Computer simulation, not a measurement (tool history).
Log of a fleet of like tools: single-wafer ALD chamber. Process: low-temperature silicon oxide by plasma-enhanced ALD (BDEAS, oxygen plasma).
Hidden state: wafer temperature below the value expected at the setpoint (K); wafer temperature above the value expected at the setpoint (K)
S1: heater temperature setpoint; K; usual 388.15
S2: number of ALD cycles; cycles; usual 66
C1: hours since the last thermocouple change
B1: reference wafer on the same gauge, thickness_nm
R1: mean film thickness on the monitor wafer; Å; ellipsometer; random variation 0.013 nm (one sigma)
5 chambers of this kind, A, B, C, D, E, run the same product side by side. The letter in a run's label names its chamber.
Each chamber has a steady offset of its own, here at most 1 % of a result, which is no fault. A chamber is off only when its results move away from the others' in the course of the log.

| run | hour | S1 | S2 | C1 | B1 | R1 |
|---|---|---|---|---|---|---|
| 1A | 7.7 | 388.15 | 66 | 1492.0 | 9.7877 | 91.601 |
| 2B | 13.2 | 388.15 | 66 | 1671.2 | 9.7889 | 91.979 |
| 3C | 19.6 | 388.15 | 66 | 1109.1 | 9.7883 | 92.474 |
| 4D | 26.8 | 388.15 | 66 | 585.3 | 9.7825 | 91.864 |
| 5E | 34.4 | 388.15 | 74 | 2423.6 | 9.7865 | 102.930 |
| 6D | 43.3 | 388.15 | 74 | 601.8 | 9.7772 | 102.690 |
| 7C | 48.4 | 388.15 | 74 | 1137.9 | 9.7771 | 103.280 |
| 8B | 53.9 | 388.15 | 74 | 1711.9 | 9.7813 | 103.250 |
| 9A | 60.7 | 388.15 | 74 | 1545.0 | 9.7807 | 102.670 |
| 10E | 69.2 | 388.15 | 66 | 2458.4 | 9.7738 | 91.381 |
| 11E | 75.7 | 400.15 | 59 | 2464.9 | 9.7727 | 79.811 |
| 12A | 80.0 | 400.15 | 59 | 1564.3 | 9.7781 | 80.025 |
| 13D | 86.9 | 400.15 | 59 | 645.4 | 9.7705 | 79.962 |
| 14B | 94.6 | 400.15 | 59 | 1752.6 | 9.7719 | 80.547 |
| 15C | 100.3 | 400.15 | 59 | 1189.8 | 9.7686 | 80.703 |
| 16E | 107.7 | 388.15 | 66 | 2496.9 | 9.7722 | 91.245 |
| 17C | 115.8 | 388.15 | 66 | 1205.3 | 9.7694 | 92.452 |
| 18A | 122.6 | 397.15 | 79 | 1606.9 | 9.7662 | 107.730 |
| 19B | 127.9 | 397.15 | 79 | 1785.9 | 9.7629 | 108.380 |
| 20D | 131.8 | 397.15 | 79 | 690.3 | 9.7637 | 107.740 |
| 21A | 138.9 | 397.15 | 79 | 1623.2 | 9.7616 | 107.650 |
| 22D | 143.0 | 397.15 | 79 | 701.5 | 9.7605 | 107.600 |
| 23B | 150.8 | 388.15 | 66 | 1808.8 | 9.7580 | 91.990 |
| 24E | 158.8 | 399.15 | 77 | 2548.0 | 9.7568 | 104.420 |
| 25C | 167.2 | 399.15 | 77 | 1256.7 | 9.7590 | 105.290 |
| 26C | 172.0 | 399.15 | 77 | 1261.5 | 9.7557 | 105.450 |
| 27D | 176.0 | 399.15 | 77 | 734.5 | 9.7559 | 104.630 |
| 28A | 180.2 | 399.15 | 77 | 1664.5 | 9.7546 | 104.280 |
| 29E | 188.0 | 388.15 | 66 | 2577.2 | 9.7513 | 91.473 |
| 30B | 194.4 | 388.15 | 66 | 1852.4 | 9.7543 | 92.017 |
| 31C | 203.0 | 388.15 | 66 | 1292.5 | 9.7480 | 91.986 |
| 32B | 207.9 | 388.15 | 66 | 1865.9 | 9.7473 | 91.853 |
| 33E | 212.8 | 388.15 | 66 | 2602.0 | 9.7484 | 91.293 |
| 34D | 221.8 | 388.15 | 66 | 780.3 | 9.7473 | 91.281 |
| 35A | 228.2 | 388.15 | 66 | 1712.5 | 9.7432 | 91.175 |
| 36B | 235.4 | 388.15 | 66 | 1893.4 | 9.7410 | 91.724 |
| 37C | 239.7 | 388.15 | 66 | 1329.2 | 9.7455 | 91.871 |
| 38E | 243.9 | 388.15 | 66 | 2633.1 | 9.7380 | 90.982 |
| 39D | 252.6 | 388.15 | 66 | 811.1 | 9.7433 | 91.386 |
| 40A | 259.8 | 388.15 | 66 | 1744.1 | 9.7390 | 90.954 |
| 41B | 267.7 | 388.15 | 66 | 1925.7 | 9.7385 | 91.906 |
| 42E | 273.0 | 388.15 | 66 | 2662.2 | 9.7349 | 90.972 |
| 43D | 277.8 | 388.15 | 66 | 836.3 | 9.7335 | 91.198 |

All 5 chambers run these settings next. Forecast each chamber's results:
| 44A | 284.2 | 388.15 | 66 |  |  | ? |
| 44B | 284.2 | 388.15 | 66 |  |  | ? |
| 44C | 284.2 | 388.15 | 66 |  |  | ? |
| 44D | 284.2 | 388.15 | 66 |  |  | ? |
| 44E | 284.2 | 388.15 | 66 |  |  | ? |

| run | R1 |
|---|---|
| 44A | 91.020 |
| 44B | 91.656 |
| 44C | 92.137 |
| 44D | 90.946 |
| 44E | 90.903 |
